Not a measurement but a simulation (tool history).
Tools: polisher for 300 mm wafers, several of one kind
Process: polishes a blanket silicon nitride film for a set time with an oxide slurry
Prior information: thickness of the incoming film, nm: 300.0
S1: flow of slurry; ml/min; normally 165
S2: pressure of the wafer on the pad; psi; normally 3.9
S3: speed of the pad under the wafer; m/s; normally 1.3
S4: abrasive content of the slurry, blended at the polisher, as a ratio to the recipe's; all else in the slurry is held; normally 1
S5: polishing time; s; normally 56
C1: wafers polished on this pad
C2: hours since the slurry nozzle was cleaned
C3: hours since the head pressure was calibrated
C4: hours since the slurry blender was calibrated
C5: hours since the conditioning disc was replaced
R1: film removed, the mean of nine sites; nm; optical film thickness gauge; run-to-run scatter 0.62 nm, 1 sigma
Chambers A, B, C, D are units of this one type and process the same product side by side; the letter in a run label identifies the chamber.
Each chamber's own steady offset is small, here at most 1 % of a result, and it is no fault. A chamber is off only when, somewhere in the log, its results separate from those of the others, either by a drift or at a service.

run   hour   S1   S2    S3    S4  S5    C1     C2      C3     C4     C5      R1
       0.8  -- chamber B: worn pad replaced by a new one
 1A   11.1  165  3.9   1.3     1  56   647  211.1   822.1   61.4  182.8  42.356
      18.9  -- chamber B: slurry nozzle cleaned
 2D   19.4  165  3.9   1.3     1  56   536  220.1   489.3  142.8  384.7  42.872
        21  -- chamber C: worn pad replaced by a new one
 3B   28.3  165  3.9   1.3     1  56   372    9.4  1170.3  123.3  134.2  42.988
      35.8  -- chamber A: worn pad replaced by a new one
 4C   36.8  165  3.9   1.3     1  56   213  504.9   409.5  299.4  186.6  42.414
 5C   48.6  165  3.9   1.3     1  56   373  516.7   421.3  311.2  198.4  43.265
      54.6  -- chamber D: slurry blender recalibrated
      56.7  -- chamber D: worn pad replaced by a new one
 6A   58.2  165  3.9   1.3     1  56   303  258.2   869.2  108.5  229.9  42.944
 7B   68.1  165  3.9   1.3     1  56   911   49.2  1210.1  163.1    174  42.174
 8D   75.5  165  3.9   1.3     1  56   255  276.2   545.4   20.9  440.8   41.96
      82.7  -- chamber B: worn pad replaced by a new one
 9D   84.4  135  3.9   1.3  0.85  56   375  285.1   554.3   29.8  449.7  37.019
        89  -- chamber D: head pressure recalibrated
10A   92.8  135  3.9   1.3  0.85  56   771  292.8   903.8  143.1  264.5  37.012
11C  103.9  135  3.9   1.3  0.85  56  1121    572   476.6  366.5  253.7  38.481
12B  113.6  135  3.9   1.3  0.85  56   419   94.7  1255.6  208.6  219.5  37.969
     118.1  -- chamber C: worn pad replaced by a new one
13C  119.8  165  3.9   1.3     1  56    23  587.9   492.5  382.4  269.6  42.981
     122.2  -- chamber D: conditioning disc replaced and pad reconditioned
     125.6  -- chamber B: slurry blender recalibrated
     128.8  -- chamber A: worn pad replaced by a new one
     129.3  -- chamber C: slurry nozzle cleaned
14A  131.1  165  3.9   1.3     1  56    31  331.1   942.1  181.4  302.8  42.148
     134.9  -- chamber D: worn pad replaced by a new one
15B  142.6  165  3.9   1.3     1  56   811  123.7  1284.6     17  248.5  42.768
16D  154.1  165  3.9   1.3     1  56   261  354.8    65.2   99.5   31.9  42.727
     163.2  -- chamber A: conditioning disc replaced and pad reconditioned
17C  167.5  165  3.9  1.66     1  56   668   38.2   540.2  430.1  317.3  51.959
     171.5  -- chamber B: worn pad replaced by a new one
18B  178.3  165  3.9  1.66     1  56    92  159.4  1320.3   52.7  284.2  52.712
     180.6  -- chamber D: slurry nozzle cleaned
19D  190.4  165  3.9  1.66     1  56   752    9.8   101.5  135.8   68.2  51.352
     192.5  -- chamber C: worn pad replaced by a new one
     193.6  -- chamber A: slurry blender recalibrated
20A  200.6  165  3.9  1.66     1  56   971  400.6  1011.6      7   37.5  50.941
     206.6  -- chamber B: head pressure recalibrated
21D  206.6  165  3.9  1.48     1  46   971     26   117.7    152   84.4  38.326
     216.1  -- chamber A: worn pad replaced by a new one
22A  218.1  165  3.9  1.48     1  46    28  418.1  1029.1   24.5     55  37.772
23C  226.9  165  3.9  1.48     1  46   465   97.6   599.6  489.5  376.7  37.151
     230.9  -- chamber D: worn pad replaced by a new one
     231.2  -- chamber B: conditioning disc replaced and pad reconditioned
24B  239.1  165  3.9  1.48     1  46   914  220.2    32.6  113.5    7.9  38.473
     239.7  -- chamber C: conditioning disc replaced and pad reconditioned
       246  -- chamber B: worn pad replaced by a new one
25A  248.7  165  4.8   1.3  0.75  56   441  448.7  1059.7   55.1   85.6  44.554
26C    257  165  4.8   1.3  0.75  56   872  127.7   629.7  519.6   17.3  43.133
27B    266  165  4.8   1.3  0.75  56   271  247.1    59.5  140.4   34.8  45.284
     268.8  -- chamber D: slurry blender recalibrated
     271.7  -- chamber C: worn pad replaced by a new one
28D  277.3  165  4.8   1.3  0.75  56   627   96.7   188.4    8.5  155.1  44.526
29D  287.3  165  3.9   1.3     1  56   763  106.7   198.4   18.5  165.1   41.28
30B  297.6  165  3.9   1.3     1  56   699  278.7    91.1    172   66.4   41.74
     302.9  -- chamber A: worn pad replaced by a new one
31A  308.7  165  3.9  1.66     1  56    79  508.7  1119.7  115.1  145.6   51.59
32C  316.3  165  3.9  1.66     1  56   603    187     689  578.9   76.6  47.649
33A  324.4  165  3.9  1.66     1  56   291  524.4  1135.4  130.8  161.3  50.617
     324.8  -- chamber D: worn pad replaced by a new one
       331  -- chamber A: slurry nozzle cleaned
     332.4  -- chamber B: slurry blender recalibrated
34B  334.8  165  3.9  1.66     1  56  1202  315.9   128.3    2.5  103.6  50.309
35C  342.5  165  3.9   1.3     1  56   958  213.2   715.2  605.1  102.8  39.703
     343.1  -- chamber B: worn pad replaced by a new one
     347.5  -- chamber C: worn pad replaced by a new one
     351.4  -- chamber B: slurry nozzle cleaned
36D  355.3  165  3.9   1.3     1  56   412  174.7   266.4   86.5  233.1  42.985
37C  361.8  165  3.9   1.3     1  56   194  232.5   734.5  624.4  122.1  39.729
38D  373.7  165  3.9   1.3     1  56   661  193.1   284.8  104.9  251.5  42.165
     379.6  -- chamber A: worn pad replaced by a new one
39A  383.6  165  3.9   1.3     1  56    55   52.6  1194.6    190  220.5  42.091
40B  393.9  135  4.9   1.3     1  56   687   42.5   187.4   61.6  162.7  51.054
     401.8  -- chamber D: worn pad replaced by a new one
41D  405.9  135  4.9   1.3     1  56    55  225.3     317  137.1  283.7   51.36
     411.2  -- chamber A: slurry blender recalibrated
42A  414.1  135  4.9   1.3     1  56   467   83.1  1225.1    2.9    251  51.906
43C  424.3  135  4.9   1.3     1  56  1039    295     797  686.9  184.6  45.924

Does one chamber stand apart from the rest, does the shared gauge drift, or is all well apart from small per-chamber offsets? Give the chamber and the most likely cause, where there is one.

Chamber C drifts away from the others.
Most likely cause: abrasive missing from the slurry, % = 20.3.
The log may not separate it from: head's pressure below its setpoint, %.

Below are 4 candidate recipes for chamber C's next run, each the usual settings with a change, their results shown as question marks. Which of them brings C's results back in line with what the other chambers give on the usual settings?
Maximum distance from the other chambers' mean on the usual settings for a result to count as in line: R1 2.1 nm
44C-1  433.9  170  3.9   1.3     1  67                       ?
44C-2  433.9  165  3.8  1.26     1  54                       ?
44C-3  433.9  165  4.1   1.3     1  59                       ?
44C-4  433.9  165  3.5   1.2  0.95  56                       ?

Mean of the other chambers on the usual settings: R1 42.24 nm
  run      R1
44C-1  45.952
44C-2  35.044
44C-3  42.318
44C-4  31.385
44C-3 is the one that brings the chamber's results back in line with the other chambers.

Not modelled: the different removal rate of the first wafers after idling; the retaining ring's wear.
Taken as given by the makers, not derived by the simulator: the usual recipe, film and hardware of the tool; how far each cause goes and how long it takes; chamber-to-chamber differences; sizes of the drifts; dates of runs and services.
